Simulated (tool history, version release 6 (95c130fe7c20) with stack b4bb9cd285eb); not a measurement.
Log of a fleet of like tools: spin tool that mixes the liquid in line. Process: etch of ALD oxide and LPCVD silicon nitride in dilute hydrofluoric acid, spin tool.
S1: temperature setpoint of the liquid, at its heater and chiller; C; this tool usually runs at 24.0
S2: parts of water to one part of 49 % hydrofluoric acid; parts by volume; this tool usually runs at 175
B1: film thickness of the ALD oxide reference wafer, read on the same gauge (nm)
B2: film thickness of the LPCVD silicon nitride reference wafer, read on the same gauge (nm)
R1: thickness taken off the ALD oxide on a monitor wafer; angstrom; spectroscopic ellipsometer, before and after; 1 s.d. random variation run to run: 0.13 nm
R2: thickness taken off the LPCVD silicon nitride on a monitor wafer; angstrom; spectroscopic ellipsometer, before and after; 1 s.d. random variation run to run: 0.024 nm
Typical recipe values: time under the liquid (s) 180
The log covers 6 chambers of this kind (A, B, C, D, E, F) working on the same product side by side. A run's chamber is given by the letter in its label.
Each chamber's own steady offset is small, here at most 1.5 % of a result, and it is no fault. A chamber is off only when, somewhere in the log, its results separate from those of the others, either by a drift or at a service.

Run 1B, day 0.404: usual settings; B1 79.998; B2 139.99. Result: R1 145.26 angstrom, R2 5.7994 angstrom.
Run 2F, day 0.792: usual settings; B1 79.994; B2 139.97. Result: R1 145.65 angstrom, R2 6.0511 angstrom.
Run 3E, day 1.279: usual settings; B1 80.019; B2 140.02. Result: R1 148.55 angstrom, R2 6.1410 angstrom.
Run 4D, day 1.496: usual settings; B1 80.003; B2 139.97. Result: R1 144.95 angstrom, R2 5.7879 angstrom.
Run 5C, day 1.871: usual settings; B1 80.014; B2 140.00. Result: R1 145.30 angstrom, R2 6.0330 angstrom.
Run 6A, day 2.329: usual settings; B1 80.020; B2 140.03. Result: R1 142.24 angstrom, R2 6.1284 angstrom.
Run 7F, day 2.625: usual settings; B1 79.977; B2 140.00. Result: R1 145.25 angstrom, R2 6.0372 angstrom.
Run 8E, day 2.842: usual settings; B1 79.999; B2 139.97. Result: R1 146.50 angstrom, R2 5.8895 angstrom.
Run 9C, day 3.162: usual settings; B1 79.999; B2 140.00. Result: R1 143.46 angstrom, R2 5.6387 angstrom.
Run 10B, day 3.388: usual settings; B1 79.997; B2 139.96. Result: R1 145.87 angstrom, R2 5.5974 angstrom.
Run 11A, day 3.692: usual settings; B1 80.008; B2 140.02. Result: R1 144.29 angstrom, R2 5.8586 angstrom.
Run 12D, day 3.929: usual settings; B1 80.013; B2 140.03. Result: R1 145.02 angstrom, R2 5.6888 angstrom.
Run 13E, day 4.242: usual settings; B1 79.991; B2 140.05. Result: R1 144.31 angstrom, R2 5.9639 angstrom.
Run 14D, day 4.550: usual settings but S2 90 parts by volume, time under the liquid (s) 275; B1 80.037; B2 140.00. Result: R1 474.66 angstrom, R2 16.9280 angstrom.
At day 4.638: chamber E: hydrofluoric acid flow meter replaced.
Run 15C, day 4.875: usual settings but S2 90 parts by volume, time under the liquid (s) 275; B1 80.001; B2 140.05. Result: R1 486.18 angstrom, R2 16.9270 angstrom.
Run 16B, day 5.312: usual settings but S2 90 parts by volume, time under the liquid (s) 275; B1 80.003; B2 140.02. Result: R1 456.21 angstrom, R2 16.6560 angstrom.
Run 17F, day 5.683: usual settings but S2 90 parts by volume, time under the liquid (s) 275; B1 79.994; B2 140.01. Result: R1 502.49 angstrom, R2 17.2780 angstrom.
Run 18A, day 6.088: usual settings but S2 90 parts by volume, time under the liquid (s) 275; B1 79.990; B2 139.94. Result: R1 477.21 angstrom, R2 17.6540 angstrom.
Run 19E, day 6.454: usual settings but S2 90 parts by volume, time under the liquid (s) 275; B1 80.013; B2 139.98. Result: R1 470.69 angstrom, R2 16.6060 angstrom.
Run 20C, day 6.850: usual settings; B1 80.015; B2 139.98. Result: R1 144.17 angstrom, R2 6.0495 angstrom.
Run 21B, day 7.275: usual settings; B1 80.012; B2 140.04. Result: R1 145.58 angstrom, R2 5.4008 angstrom.
Run 22D, day 7.738: usual settings; B1 79.979; B2 140.04. Result: R1 145.66 angstrom, R2 5.7465 angstrom.
Run 23A, day 8.058: usual settings but S1 19.5 C, S2 120 parts by volume; B1 79.999; B2 139.94. Result: R1 189.80 angstrom, R2 6.0942 angstrom.
Run 24F, day 8.308: usual settings but S1 19.5 C, S2 120 parts by volume; B1 80.012; B2 140.01. Result: R1 196.57 angstrom, R2 6.6908 angstrom.
Run 25B, day 8.550: usual settings but S1 19.5 C, S2 120 parts by volume; B1 80.000; B2 139.99. Result: R1 187.84 angstrom, R2 6.3242 angstrom.
Run 26A, day 8.900: usual settings but S1 19.5 C, S2 120 parts by volume; B1 80.029; B2 139.99. Result: R1 188.98 angstrom, R2 5.9744 angstrom.
Run 27C, day 9.238: usual settings but S1 19.5 C, S2 120 parts by volume; B1 80.000; B2 140.02. Result: R1 191.21 angstrom, R2 6.3583 angstrom.
Run 28E, day 9.662: usual settings but S1 19.5 C, S2 120 parts by volume; B1 80.016; B2 140.02. Result: R1 188.06 angstrom, R2 6.4300 angstrom.
Run 29F, day 9.933: usual settings; B1 80.019; B2 139.99. Result: R1 156.89 angstrom, R2 6.0742 angstrom.
Run 30D, day 10.271: usual settings; B1 80.008; B2 139.98. Result: R1 142.68 angstrom, R2 5.8995 angstrom.
Run 31A, day 10.650: usual settings; B1 79.987; B2 140.01. Result: R1 147.03 angstrom, R2 5.6619 angstrom.
Run 32D, day 10.904: usual settings; B1 79.978; B2 139.98. Result: R1 146.49 angstrom, R2 5.7114 angstrom.
Run 33E, day 11.254: usual settings; B1 80.000; B2 139.97. Result: R1 147.46 angstrom, R2 6.2966 angstrom.
At day 11.342: chamber A: thermometer replaced.
Run 34C, day 11.617: usual settings; B1 80.008; B2 140.02. Result: R1 144.21 angstrom, R2 5.8002 angstrom.
Run 35F, day 11.996: usual settings; B1 80.016; B2 139.95. Result: R1 159.71 angstrom, R2 5.7911 angstrom.
At day 12.129: chamber D: hydrofluoric acid flow meter replaced.
Run 36B, day 12.208: usual settings; B1 80.005; B2 140.02. Result: R1 142.47 angstrom, R2 6.0064 angstrom.
Run 37C, day 12.529: usual settings; B1 80.007; B2 140.05. Result: R1 144.69 angstrom, R2 5.6229 angstrom.
Run 38B, day 12.750: usual settings; B1 80.008; B2 139.96. Result: R1 146.72 angstrom, R2 5.5948 angstrom.
Run 39A, day 13.150: usual settings but S2 145 parts by volume; B1 79.995; B2 139.99. Result: R1 181.00 angstrom, R2 6.3039 angstrom.
Run 40D, day 13.483: usual settings but S2 145 parts by volume; B1 80.008; B2 139.98. Result: R1 180.44 angstrom, R2 7.3736 angstrom.
Run 41E, day 13.792: usual settings but S2 145 parts by volume; B1 80.018; B2 140.03. Result: R1 180.02 angstrom, R2 6.7923 angstrom.
Run 42F, day 14.092: usual settings but S2 145 parts by volume; B1 80.005; B2 140.00. Result: R1 201.81 angstrom, R2 7.6205 angstrom.
Run 43C, day 14.567: usual settings but S2 145 parts by volume; B1 80.013; B2 140.00. Result: R1 179.22 angstrom, R2 6.4843 angstrom.

Has any chamber moved away from the others, gradually or after a service, or does the common gauge drift, or do the chambers differ only by their own small steady offsets? State the chamber and the most likely cause if one applies.

Little by little, chamber F moves away from the other chambers.
Likeliest cause: hydrofluoric acid flow above the setpoint (%) = 9.73.

Below are 4 candidate recipes for chamber F's next run, each the usual settings with a change, their results shown as question marks. Which of them brings F's results back in line with what the other chambers give on the usual settings?
In line means no further than this from the other chambers' mean on the usual settings: R1 4.50 angstrom; R2 0.8500 angstrom
Run 44F-1, day 14.917: usual settings but S2 155 parts by volume, time under the liquid (s) 200. Result: R1 ?, R2 ?.
Run 44F-2, day 14.917: usual settings but S2 185 parts by volume, time under the liquid (s) 170. Result: R1 ?, R2 ?.
Run 44F-3, day 14.917: usual settings but S1 24.5 C, S2 200 parts by volume, time under the liquid (s) 165. Result: R1 ?, R2 ?.
Run 44F-4, day 14.917: usual settings but S2 165 parts by volume, time under the liquid (s) 190. Result: R1 ?, R2 ?.

The mean the other chambers reach with the usual settings: R1 144.83 angstrom; R2 5.7641 angstrom
  run      R1      R2
44F-1  208.29  7.7004
44F-2  143.32  5.4785
44F-3  128.94  5.0752
44F-4  183.72  6.8694
44F-2 puts the chamber back in line with the other chambers.
